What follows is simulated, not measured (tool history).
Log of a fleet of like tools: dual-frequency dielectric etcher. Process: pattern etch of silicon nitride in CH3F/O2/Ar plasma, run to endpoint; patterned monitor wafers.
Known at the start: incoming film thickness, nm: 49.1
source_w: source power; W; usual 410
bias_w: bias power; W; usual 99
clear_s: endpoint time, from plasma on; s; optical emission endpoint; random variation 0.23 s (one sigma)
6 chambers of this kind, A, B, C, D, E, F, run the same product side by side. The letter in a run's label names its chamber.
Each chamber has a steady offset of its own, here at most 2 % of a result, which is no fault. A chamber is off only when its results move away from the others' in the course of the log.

run   hour  source_w  bias_w  clear_s
 1F    7.2       410      99   62.550
      10.9  -- chamber C: wet clean of the chamber
 2E   12.1       410      99   62.890
 3D   16.3       410      99   63.843
 4A   23.1       410      99   62.586
 5B   31.7       410      99   62.983
 6C   36.8       410      99   62.855
      37.6  -- chamber E: wet clean of the chamber
      42.7  -- chamber B: wet clean of the chamber
 7A   45.5       460     109   58.009
 8B   53.0       460     109   58.228
 9E   61.3       460     109   57.943
10C   65.6       460     109   58.362
11D   70.7       460     109   59.122
12F   76.6       460     109   58.173
13C   83.1       410      99   63.251
14D   90.9       410      99   64.114
15A   98.1       410      99   63.485
      98.9  -- chamber D: wet clean of the chamber
16F  102.5       370      83   69.442
17E  110.3       370      83   69.613
18B  117.5       370      83   69.970
     119.8  -- chamber D: bias power generator calibrated
     120.1  -- chamber A: wet clean of the chamber
19B  126.6       370      83   69.846
20D  133.2       370      83   70.513
21C  141.7       370      83   69.588
22A  148.1       410      99   62.769
23E  154.7       410      99   62.543
24F  163.0       410      99   61.917
25B  171.5       410      82   67.636
26A  178.3       410      82   66.828
27F  186.3       410      82   66.643
28D  194.6       410      82   68.058
29E  199.0       410      82   67.273
30C  204.6       410      82   67.161
31C  209.2       410      99   62.925
32F  214.1       490      99   57.841
33B  221.9       490      99   58.708
34A  229.4       490      99   58.618
35D  237.9       490      99   59.532
36E  244.7       490      99   58.592
37A  250.3       490      99   58.868

What goes on in this fleet: one chamber off, a drifting gauge, or nothing beyond the chambers' own small offsets? Name the chamber and the cause, if any.

Chamber F drifts away from the others.
Cause: etch rate over this chamber's usual, % = 2.27.
The log may not tell that from: source power that arrives over what is set, %.

Here are 4 candidates for chamber F's next run, each the usual settings with a change, their results left as question marks. Which one brings its results back in line with what the others give on the usual settings?
In line means no further than this from the other chambers' mean on the usual settings: clear_s 0.800 s
38F-1  256.9       410     112        ?
38F-2  256.9       420     102        ?
38F-3  256.9       400      96        ?
38F-4  256.9       360      99        ?

The other chambers' mean on the usual settings: clear_s 63.086 s
  run  clear_s
38F-1   58.753
38F-2   60.283
38F-3   62.751
38F-4   64.508
38F-3 brings the chamber back in line.
